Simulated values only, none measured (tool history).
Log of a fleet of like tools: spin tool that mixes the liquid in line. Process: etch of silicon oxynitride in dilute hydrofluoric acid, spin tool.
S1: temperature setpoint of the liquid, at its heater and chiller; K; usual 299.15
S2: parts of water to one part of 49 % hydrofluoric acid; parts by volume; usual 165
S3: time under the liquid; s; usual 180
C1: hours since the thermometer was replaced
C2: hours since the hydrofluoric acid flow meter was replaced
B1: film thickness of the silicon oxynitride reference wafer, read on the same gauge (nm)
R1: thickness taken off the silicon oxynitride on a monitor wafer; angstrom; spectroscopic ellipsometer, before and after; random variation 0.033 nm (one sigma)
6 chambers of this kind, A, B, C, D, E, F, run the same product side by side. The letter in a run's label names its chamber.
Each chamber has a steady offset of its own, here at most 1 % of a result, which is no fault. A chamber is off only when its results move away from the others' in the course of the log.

run 1C hour=11.3 | S1=299.15 S2=165 S3=180 | C1=34.1 C2=176.2 | B1=120.02 | R1=53.849
run 2F hour=18.5 | S1=299.15 S2=165 S3=180 | C1=953.4 C2=667.5 | B1=120 | R1=54.464
run 3E hour=23.8 | S1=299.15 S2=165 S3=180 | C1=2354.5 C2=1768.1 | B1=120 | R1=53.926
run 4A hour=31.8 | S1=299.15 S2=165 S3=180 | C1=682.9 C2=1385 | B1=119.98 | R1=54.188
run 5B hour=37.9 | S1=299.15 S2=165 S3=180 | C1=581.4 C2=401.9 | B1=120 | R1=54.167
run 6D hour=48.4 | S1=299.15 S2=165 S3=180 | C1=1387.5 C2=100.6 | B1=119.97 | R1=54.491
run 7E hour=53.6 | S1=299.15 S2=165 S3=180 | C1=2384.3 C2=1797.9 | B1=119.98 | R1=53.896
run 8D hour=64 | S1=299.15 S2=165 S3=180 | C1=1403.1 C2=116.2 | B1=120.04 | R1=55.322
run 9C hour=75.3 | S1=299.15 S2=165 S3=180 | C1=98.1 C2=240.2 | B1=120.01 | R1=54.087
run 10A hour=82.5 | S1=299.15 S2=165 S3=180 | C1=733.6 C2=1435.7 | B1=119.98 | R1=54.268
run 11B hour=90.8 | S1=299.15 S2=165 S3=180 | C1=634.3 C2=454.8 | B1=119.97 | R1=53.968
run 12F hour=99.3 | S1=299.15 S2=165 S3=180 | C1=1034.2 C2=748.3 | B1=120.01 | R1=53.373
run 13D hour=108.2 | S1=299.15 S2=165 S3=180 | C1=1447.3 C2=160.4 | B1=120.05 | R1=54.468
run 14F hour=115.1 | S1=299.15 S2=165 S3=180 | C1=1050 C2=764.1 | B1=120 | R1=53.697
run 15C hour=126.5 | S1=301.65 S2=225 S3=180 | C1=149.3 C2=291.4 | B1=120.01 | R1=42.682
run 16E hour=136.8 | S1=301.65 S2=225 S3=180 | C1=2467.5 C2=1881.1 | B1=119.95 | R1=42.196
run 17A hour=145 | S1=301.65 S2=225 S3=180 | C1=796.1 C2=1498.2 | B1=119.98 | R1=42.248
run 18B hour=152.8 | S1=301.65 S2=225 S3=180 | C1=696.3 C2=516.8 | B1=120 | R1=42.71
-- hour=158.9 chamber F: hydrofluoric acid flow meter replaced
run 19A hour=161.9 | S1=301.65 S2=225 S3=180 | C1=813 C2=1515.1 | B1=120.03 | R1=41.347
run 20B hour=168.1 | S1=301.65 S2=225 S3=180 | C1=711.6 C2=532.1 | B1=120.01 | R1=42.318
-- hour=177 chamber E: thermometer replaced
run 21C hour=178.1 | S1=299.15 S2=165 S3=180 | C1=200.9 C2=343 | B1=120.01 | R1=54.066
run 22D hour=187 | S1=299.15 S2=165 S3=180 | C1=1526.1 C2=239.2 | B1=120.01 | R1=53.589
run 23F hour=195.2 | S1=299.15 S2=165 S3=180 | C1=1130.1 C2=36.3 | B1=120.03 | R1=54.214
run 24E hour=202.8 | S1=303.65 S2=165 S3=180 | C1=25.9 C2=1947.1 | B1=120.02 | R1=65.399
run 25F hour=209.9 | S1=303.65 S2=165 S3=180 | C1=1144.8 C2=51 | B1=119.99 | R1=65.987
run 26E hour=221.1 | S1=303.65 S2=165 S3=180 | C1=44.2 C2=1965.4 | B1=120 | R1=65.487
run 27C hour=228.5 | S1=303.65 S2=165 S3=180 | C1=251.3 C2=393.4 | B1=119.95 | R1=65.947
run 28D hour=239.7 | S1=303.65 S2=165 S3=180 | C1=1578.8 C2=291.9 | B1=120.01 | R1=64.626
run 29B hour=247.2 | S1=303.65 S2=165 S3=180 | C1=790.7 C2=611.2 | B1=119.97 | R1=66.652
run 30A hour=253.4 | S1=299.15 S2=165 S3=180 | C1=904.5 C2=1606.6 | B1=120 | R1=54.071
run 31C hour=259.4 | S1=299.15 S2=165 S3=180 | C1=282.2 C2=424.3 | B1=120.01 | R1=53.96
run 32A hour=270.5 | S1=303.65 S2=100 S3=180 | C1=921.6 C2=1623.7 | B1=119.94 | R1=114.77
run 33E hour=275.5 | S1=303.65 S2=100 S3=180 | C1=98.6 C2=2019.8 | B1=120.01 | R1=116.72
run 34D hour=283 | S1=303.65 S2=100 S3=180 | C1=1622.1 C2=335.2 | B1=119.99 | R1=111.63
run 35B hour=288.2 | S1=303.65 S2=100 S3=180 | C1=831.7 C2=652.2 | B1=120.04 | R1=117.3
run 36F hour=298.4 | S1=303.65 S2=100 S3=180 | C1=1233.3 C2=139.5 | B1=120.01 | R1=117.06
run 37C hour=304 | S1=303.65 S2=100 S3=180 | C1=326.8 C2=468.9 | B1=120 | R1=115.7
run 38A hour=313.4 | S1=299.15 S2=165 S3=180 | C1=964.5 C2=1666.6 | B1=120.06 | R1=54.272
run 39B hour=324.4 | S1=299.15 S2=165 S3=180 | C1=867.9 C2=688.4 | B1=120.01 | R1=54.904
run 40E hour=329.9 | S1=299.15 S2=165 S3=180 | C1=153 C2=2074.2 | B1=119.97 | R1=53.903
run 41D hour=336.3 | S1=296.15 S2=105 S3=180 | C1=1675.4 C2=388.5 | B1=120.03 | R1=73.284
run 42F hour=347.7 | S1=296.15 S2=105 S3=180 | C1=1282.6 C2=188.8 | B1=119.98 | R1=77.765

All 6 chambers run these settings next. Forecast each chamber's results:
run 43A hour=355.9 | S1=299.15 S2=165 S3=180 | R1=?
run 43B hour=355.9 | S1=299.15 S2=165 S3=180 | R1=?
run 43C hour=355.9 | S1=299.15 S2=165 S3=180 | R1=?
run 43D hour=355.9 | S1=299.15 S2=165 S3=180 | R1=?
run 43E hour=355.9 | S1=299.15 S2=165 S3=180 | R1=?
run 43F hour=355.9 | S1=299.15 S2=165 S3=180 | R1=?

run=43A R1=54.113
run=43B R1=54.337
run=43C R1=53.972
run=43D R1=50.498
run=43E R1=53.633
run=43F R1=53.898
